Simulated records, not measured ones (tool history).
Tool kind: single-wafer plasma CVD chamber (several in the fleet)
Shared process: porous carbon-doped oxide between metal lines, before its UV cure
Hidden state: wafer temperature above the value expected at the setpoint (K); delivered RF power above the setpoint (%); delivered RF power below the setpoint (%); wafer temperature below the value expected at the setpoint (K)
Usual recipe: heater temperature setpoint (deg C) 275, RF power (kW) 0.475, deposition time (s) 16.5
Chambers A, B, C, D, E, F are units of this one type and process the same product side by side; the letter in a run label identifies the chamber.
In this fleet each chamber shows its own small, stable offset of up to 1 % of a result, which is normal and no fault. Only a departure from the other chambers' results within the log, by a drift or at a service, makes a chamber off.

| run | hour | heater temperature setpoint (deg C) | RF power (kW) | deposition time (s) | hours since the last thermocouple change | hours since the last RF generator calibration | read-back reference wafer on the same gauge, thickness_nm | mean film thickness on the monitor wafer (Å) |
|---|---|---|---|---|---|---|---|---|
| 1A | 4.3 | 275 | 0.475 | 16.5 | 1123.9 | 534.9 | 108.98 | 1019.4 |
| 2B | 8.6 | 275 | 0.475 | 16.5 | 2841.5 | 1462.5 | 108.99 | 1019.4 |
| 3F | 13.9 | 275 | 0.475 | 16.5 | 42.7 | 1536.4 | 108.99 | 1013.9 |
| 4E | 21.1 | 275 | 0.475 | 16.5 | 1188.6 | 463.9 | 109.02 | 1016.9 |
| 5C | 27.2 | 275 | 0.475 | 16.5 | 436.7 | 2161.4 | 108.97 | 1019.6 |
|  | 27.3 | chamber D: thermocouple changed; heater temperature recalibrated |
|  | 29.2 | chamber E: thermocouple changed; heater temperature recalibrated |
| 6D | 34.5 | 275 | 0.475 | 16.5 | 7.3 | 2099.6 | 109.02 | 1028.6 |
| 7C | 39.4 | 275 | 0.475 | 16.5 | 448.9 | 2173.6 | 108.93 | 1021.4 |
| 8F | 43 | 275 | 0.475 | 16.5 | 71.8 | 1565.5 | 109.04 | 1008.9 |
| 9A | 48.6 | 275 | 0.475 | 16.5 | 1168.2 | 579.2 | 109.08 | 1023.8 |
| 10E | 54.1 | 275 | 0.39 | 16.5 | 24.9 | 496.9 | 109.08 | 867.55 |
| 11D | 60.1 | 275 | 0.39 | 16.5 | 32.9 | 2125.2 | 109.01 | 880.34 |
| 12B | 65 | 275 | 0.39 | 16.5 | 2897.9 | 1518.9 | 109.02 | 882.72 |
| 13C | 71.5 | 275 | 0.39 | 16.5 | 481 | 2205.7 | 109.01 | 877.79 |
| 14D | 75.9 | 275 | 0.39 | 16.5 | 48.7 | 2141 | 108.99 | 885.28 |
| 15F | 81 | 275 | 0.39 | 16.5 | 109.8 | 1603.5 | 109.08 | 872.32 |
| 16A | 86.6 | 275 | 0.475 | 16.5 | 1206.2 | 617.2 | 109.04 | 1024.8 |
| 17E | 92.4 | 275 | 0.475 | 16.5 | 63.2 | 535.2 | 108.95 | 1018.4 |
| 18B | 98 | 275 | 0.475 | 16.5 | 2930.9 | 1551.9 | 109.05 | 1027.3 |
| 19E | 102.8 | 275 | 0.44 | 16.5 | 73.6 | 545.6 | 109 | 957.29 |
|  | 109 | chamber A: thermocouple changed; heater temperature recalibrated |
| 20B | 109.3 | 275 | 0.44 | 16.5 | 2942.2 | 1563.2 | 108.92 | 971.73 |
| 21D | 117.1 | 275 | 0.44 | 16.5 | 89.9 | 2182.2 | 109 | 971.45 |
|  | 119.2 | chamber F: RF generator calibrated |
| 22A | 122.6 | 275 | 0.44 | 16.5 | 13.7 | 653.2 | 108.96 | 941.68 |
| 23C | 129.4 | 275 | 0.44 | 16.5 | 538.9 | 2263.6 | 108.93 | 968.07 |
| 24F | 136.9 | 275 | 0.44 | 16.5 | 165.7 | 17.7 | 109.03 | 959.19 |
| 25B | 144.9 | 275 | 0.475 | 16.5 | 2977.8 | 1598.8 | 109.03 | 1028.6 |
| 26A | 149 | 275 | 0.475 | 16.5 | 40.1 | 679.6 | 108.99 | 992.92 |
| 27F | 152.6 | 275 | 0.475 | 16.5 | 181.4 | 33.4 | 109.05 | 1014.4 |
| 28D | 159.7 | 275 | 0.475 | 16.5 | 132.5 | 2224.8 | 108.97 | 1020.9 |
| 29C | 166.4 | 275 | 0.475 | 16.5 | 575.9 | 2300.6 | 109 | 1024 |
| 30E | 172.2 | 285 | 0.405 | 16.5 | 143 | 615 | 108.99 | 840.73 |
|  | 178.9 | chamber B: thermocouple changed; heater temperature recalibrated |
| 31A | 180 | 285 | 0.405 | 16.5 | 71.1 | 710.6 | 109.01 | 833.99 |
| 32C | 186.8 | 285 | 0.405 | 16.5 | 596.3 | 2321 | 109.06 | 848.09 |
| 33D | 192 | 285 | 0.405 | 16.5 | 164.8 | 2257.1 | 108.98 | 854.18 |
| 34B | 200 | 285 | 0.405 | 16.5 | 21.1 | 1653.9 | 109.08 | 857.32 |
| 35E | 208.1 | 285 | 0.405 | 16.5 | 178.9 | 650.9 | 108.92 | 844.86 |
| 36F | 214.7 | 275 | 0.475 | 16.5 | 243.5 | 95.5 | 108.97 | 1019.6 |
| 37E | 218.4 | 275 | 0.475 | 16.5 | 189.2 | 661.2 | 109 | 1013.2 |
| 38A | 226.2 | 275 | 0.475 | 16.5 | 117.3 | 756.8 | 108.93 | 993.48 |
| 39F | 230.4 | 275 | 0.475 | 16.5 | 259.2 | 111.2 | 108.94 | 1013.1 |
| 40D | 235.1 | 275 | 0.565 | 18.7 | 207.9 | 2300.2 | 108.94 | 1299.2 |

All 6 chambers run these settings next. Forecast each chamber's results:
| 41A | 240.9 | 275 | 0.4 | 16.5 |  |  |  | ? |
| 41B | 240.9 | 275 | 0.4 | 16.5 |  |  |  | ? |
| 41C | 240.9 | 275 | 0.4 | 16.5 |  |  |  | ? |
| 41D | 240.9 | 275 | 0.4 | 16.5 |  |  |  | ? |
| 41E | 240.9 | 275 | 0.4 | 16.5 |  |  |  | ? |
| 41F | 240.9 | 275 | 0.4 | 16.5 |  |  |  | ? |

| run | mean film thickness on the monitor wafer (Å) |
|---|---|
| 41A | 872.36 |
| 41B | 896.85 |
| 41C | 895.82 |
| 41D | 895.77 |
| 41E | 889.55 |
| 41F | 893.24 |

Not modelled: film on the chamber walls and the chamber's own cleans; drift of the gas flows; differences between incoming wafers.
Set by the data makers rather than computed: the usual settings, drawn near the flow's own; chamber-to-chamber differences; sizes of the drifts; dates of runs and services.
